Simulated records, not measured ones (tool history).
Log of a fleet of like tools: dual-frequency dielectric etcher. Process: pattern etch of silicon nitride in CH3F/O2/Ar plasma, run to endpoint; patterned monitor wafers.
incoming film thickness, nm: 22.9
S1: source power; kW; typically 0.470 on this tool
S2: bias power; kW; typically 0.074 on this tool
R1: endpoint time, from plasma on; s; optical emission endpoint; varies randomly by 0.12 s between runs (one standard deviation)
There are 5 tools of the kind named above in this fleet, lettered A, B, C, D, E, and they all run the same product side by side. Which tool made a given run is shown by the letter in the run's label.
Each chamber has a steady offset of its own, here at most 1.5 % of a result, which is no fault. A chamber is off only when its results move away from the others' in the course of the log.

{"run": "1B", "hour": 7.0, "S1": 0.47, "S2": 0.074, "R1": 30.624}
{"hour": 11.2, "done": "chamber D: wet clean of the chamber"}
{"run": "2C", "hour": 12.2, "S1": 0.47, "S2": 0.074, "R1": 30.935}
{"run": "3E", "hour": 18.0, "S1": 0.47, "S2": 0.074, "R1": 31.185}
{"run": "4D", "hour": 29.2, "S1": 0.47, "S2": 0.074, "R1": 30.947}
{"run": "5A", "hour": 35.6, "S1": 0.47, "S2": 0.074, "R1": 30.984}
{"run": "6E", "hour": 43.1, "S1": 0.47, "S2": 0.074, "R1": 31.131}
{"run": "7B", "hour": 53.3, "S1": 0.47, "S2": 0.074, "R1": 30.916}
{"run": "8D", "hour": 61.9, "S1": 0.47, "S2": 0.074, "R1": 30.788}
{"run": "9C", "hour": 71.6, "S1": 0.47, "S2": 0.074, "R1": 30.743}
{"run": "10A", "hour": 78.1, "S1": 0.47, "S2": 0.074, "R1": 30.99}
{"run": "11D", "hour": 86.6, "S1": 0.47, "S2": 0.074, "R1": 31.092}
{"run": "12E", "hour": 93.2, "S1": 0.47, "S2": 0.074, "R1": 31.388}
{"run": "13C", "hour": 100.7, "S1": 0.47, "S2": 0.074, "R1": 30.931}
{"run": "14A", "hour": 108.7, "S1": 0.47, "S2": 0.074, "R1": 30.58}
{"hour": 112.4, "done": "chamber A: wet clean of the chamber"}
{"run": "15B", "hour": 116.3, "S1": 0.47, "S2": 0.074, "R1": 30.964}
{"hour": 123.7, "done": "chamber E: bias power generator calibrated"}
{"run": "16A", "hour": 124.1, "S1": 0.36, "S2": 0.074, "R1": 34.127}
{"run": "17D", "hour": 135.7, "S1": 0.36, "S2": 0.074, "R1": 34.223}
{"hour": 139.0, "done": "chamber B: wet clean of the chamber"}
{"run": "18E", "hour": 141.0, "S1": 0.36, "S2": 0.074, "R1": 34.562}
{"run": "19C", "hour": 152.3, "S1": 0.36, "S2": 0.074, "R1": 34.022}
{"run": "20B", "hour": 157.8, "S1": 0.36, "S2": 0.074, "R1": 35.6}
{"run": "21B", "hour": 168.1, "S1": 0.47, "S2": 0.074, "R1": 32.059}
{"run": "22A", "hour": 179.6, "S1": 0.47, "S2": 0.074, "R1": 30.817}
{"run": "23E", "hour": 187.2, "S1": 0.47, "S2": 0.074, "R1": 31.283}
{"run": "24C", "hour": 196.4, "S1": 0.47, "S2": 0.074, "R1": 30.693}
{"run": "25D", "hour": 202.7, "S1": 0.47, "S2": 0.074, "R1": 31.012}
{"run": "26A", "hour": 210.3, "S1": 0.47, "S2": 0.074, "R1": 30.995}
{"run": "27B", "hour": 220.8, "S1": 0.47, "S2": 0.074, "R1": 32.247}
{"run": "28D", "hour": 230.7, "S1": 0.47, "S2": 0.074, "R1": 30.895}
{"run": "29E", "hour": 241.9, "S1": 0.54, "S2": 0.065, "R1": 30.812}
{"run": "30C", "hour": 251.5, "S1": 0.54, "S2": 0.065, "R1": 30.591}

Predict what each chamber gives when all 5 of them run the settings below next.
{"run": "31A", "hour": 259.9, "S1": 0.47, "S2": 0.074, "R1": "?"}
{"run": "31B", "hour": 259.9, "S1": 0.47, "S2": 0.074, "R1": "?"}
{"run": "31C", "hour": 259.9, "S1": 0.47, "S2": 0.074, "R1": "?"}
{"run": "31D", "hour": 259.9, "S1": 0.47, "S2": 0.074, "R1": "?"}
{"run": "31E", "hour": 259.9, "S1": 0.47, "S2": 0.074, "R1": "?"}

run=31A R1=30.843
run=31B R1=32.160
run=31C R1=30.836
run=31D R1=30.917
run=31E R1=31.171
